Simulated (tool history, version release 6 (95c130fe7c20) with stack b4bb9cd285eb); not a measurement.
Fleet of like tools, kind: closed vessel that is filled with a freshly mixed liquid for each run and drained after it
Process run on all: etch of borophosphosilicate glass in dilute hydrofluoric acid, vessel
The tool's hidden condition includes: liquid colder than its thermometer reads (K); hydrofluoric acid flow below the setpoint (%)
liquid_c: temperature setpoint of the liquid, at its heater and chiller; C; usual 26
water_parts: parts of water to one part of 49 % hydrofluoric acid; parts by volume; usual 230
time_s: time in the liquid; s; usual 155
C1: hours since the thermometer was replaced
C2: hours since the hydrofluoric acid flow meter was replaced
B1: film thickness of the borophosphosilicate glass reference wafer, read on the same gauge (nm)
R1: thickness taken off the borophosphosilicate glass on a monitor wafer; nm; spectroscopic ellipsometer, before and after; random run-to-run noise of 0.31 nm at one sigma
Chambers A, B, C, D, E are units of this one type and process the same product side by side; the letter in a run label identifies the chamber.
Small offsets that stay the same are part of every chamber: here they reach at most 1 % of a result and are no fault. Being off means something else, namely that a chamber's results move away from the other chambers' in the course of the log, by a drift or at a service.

Run 1C, hour 5.9: usual settings; C1 1276.8; C2 1052.9; B1 40.002. Result: R1 38.231 nm.
Run 2A, hour 10.5: usual settings; C1 592.7; C2 292.4; B1 39.964. Result: R1 38.205 nm.
Run 3E, hour 15.4: usual settings; C1 59.6; C2 409.2; B1 40.009. Result: R1 38.389 nm.
Run 4B, hour 20.6: usual settings; C1 1287.1; C2 64.9; B1 39.995. Result: R1 38.032 nm.
Run 5D, hour 23.5: usual settings; C1 2040.3; C2 94.2; B1 39.988. Result: R1 38.077 nm.
Run 6E, hour 28.7: usual settings; C1 72.9; C2 422.5; B1 39.992. Result: R1 38.292 nm.
Run 7D, hour 33.1: usual settings; C1 2049.9; C2 103.8; B1 40.013. Result: R1 38.088 nm.
Run 8C, hour 36: usual settings but water_parts 195 parts by volume; C1 1306.9; C2 1083; B1 39.982. Result: R1 46.187 nm.
Run 9A, hour 41.1: usual settings but water_parts 195 parts by volume; C1 623.3; C2 323; B1 39.998. Result: R1 45.987 nm.
Run 10B, hour 44.1: usual settings but water_parts 195 parts by volume; C1 1310.6; C2 88.4; B1 40.022. Result: R1 47.182 nm.
Run 11B, hour 49: usual settings but water_parts 195 parts by volume; C1 1315.5; C2 93.3; B1 40.034. Result: R1 46.951 nm.
Run 12D, hour 52.5: usual settings but water_parts 195 parts by volume; C1 2069.3; C2 123.2; B1 39.998. Result: R1 47.082 nm.
Run 13C, hour 57.4: usual settings but water_parts 155 parts by volume, time_s 220 s; C1 1328.3; C2 1104.4; B1 40.02. Result: R1 86.301 nm.
Run 14A, hour 62.2: usual settings but water_parts 155 parts by volume, time_s 220 s; C1 644.4; C2 344.1; B1 39.966. Result: R1 85.919 nm.
Run 15E, hour 67.3: usual settings but water_parts 155 parts by volume, time_s 220 s; C1 111.5; C2 461.1; B1 39.999. Result: R1 88.596 nm.
Run 16D, hour 70.1: usual settings but water_parts 155 parts by volume, time_s 220 s; C1 2086.9; C2 140.8; B1 39.971. Result: R1 88.713 nm.
Run 17A, hour 75.6: usual settings but water_parts 155 parts by volume, time_s 220 s; C1 657.8; C2 357.5; B1 39.987. Result: R1 84.959 nm.
Run 18B, hour 79.4: usual settings; C1 1345.9; C2 123.7; B1 39.973. Result: R1 38.214 nm.
Run 19E, hour 82.5: usual settings; C1 126.7; C2 476.3; B1 40.039. Result: R1 38.105 nm.
Run 20C, hour 86.5: usual settings but time_s 95 s; C1 1357.4; C2 1133.5; B1 40.002. Result: R1 23.037 nm.
Run 21D, hour 92.4: usual settings but time_s 95 s; C1 2109.2; C2 163.1; B1 40.027. Result: R1 23.401 nm.
Run 22E, hour 94.9: usual settings but time_s 95 s; C1 139.1; C2 488.7; B1 39.985. Result: R1 23.765 nm.
Run 23C, hour 97.9: usual settings but time_s 95 s; C1 1368.8; C2 1144.9; B1 40.021. Result: R1 23.014 nm.
Run 24A, hour 101.7: usual settings but time_s 95 s; C1 683.9; C2 383.6; B1 39.995. Result: R1 22.354 nm.
Run 25B, hour 107.5: usual settings; C1 1374; C2 151.8; B1 39.999. Result: R1 38.53 nm.
Run 26E, hour 110.8: usual settings; C1 155; C2 504.6; B1 40.017. Result: R1 38.107 nm.
Run 27A, hour 115: usual settings; C1 697.2; C2 396.9; B1 39.995. Result: R1 35.671 nm.
Run 28D, hour 119.8: usual settings; C1 2136.6; C2 190.5; B1 39.999. Result: R1 38.192 nm.
Run 29B, hour 125.1: usual settings; C1 1391.6; C2 169.4; B1 40.045. Result: R1 37.974 nm.
Run 30C, hour 130.2: usual settings; C1 1401.1; C2 1177.2; B1 40.038. Result: R1 37.692 nm.
Run 31D, hour 133.5: usual settings; C1 2150.3; C2 204.2; B1 39.998. Result: R1 38.718 nm.

Does one chamber stand apart from the rest, does the shared gauge drift, or is all well apart from small per-chamber offsets? Give the chamber and the most likely cause, where there is one.

It is chamber A that slowly wanders off from its peers.
Likeliest cause: liquid colder than its thermometer reads (K) = 2.33.
The log may not separate it from: hydrofluoric acid flow below the setpoint (%).

Below are 4 candidate recipes for chamber A's next run, each the usual settings with a change, their results shown as question marks. Which of them brings A's results back in line with what the other chambers give on the usual settings?
Allowed miss from the other chambers' usual-settings mean, per result, to count as in line: R1 1.1 nm
Run 32A-1, hour 137.8: usual settings but water_parts 245 parts by volume. Result: R1 ?.
Run 32A-2, hour 137.8: usual settings but liquid_c 28 C. Result: R1 ?.
Run 32A-3, hour 137.8: usual settings but liquid_c 25.5 C. Result: R1 ?.
Run 32A-4, hour 137.8: usual settings but time_s 160 s. Result: R1 ?.

Mean of the other chambers on the usual settings: R1 38.19 nm
  run      R1
32A-1  32.763
32A-2  38.094
32A-3  34.796
32A-4  36.594
It is 32A-2 that realigns the chamber with its peers.
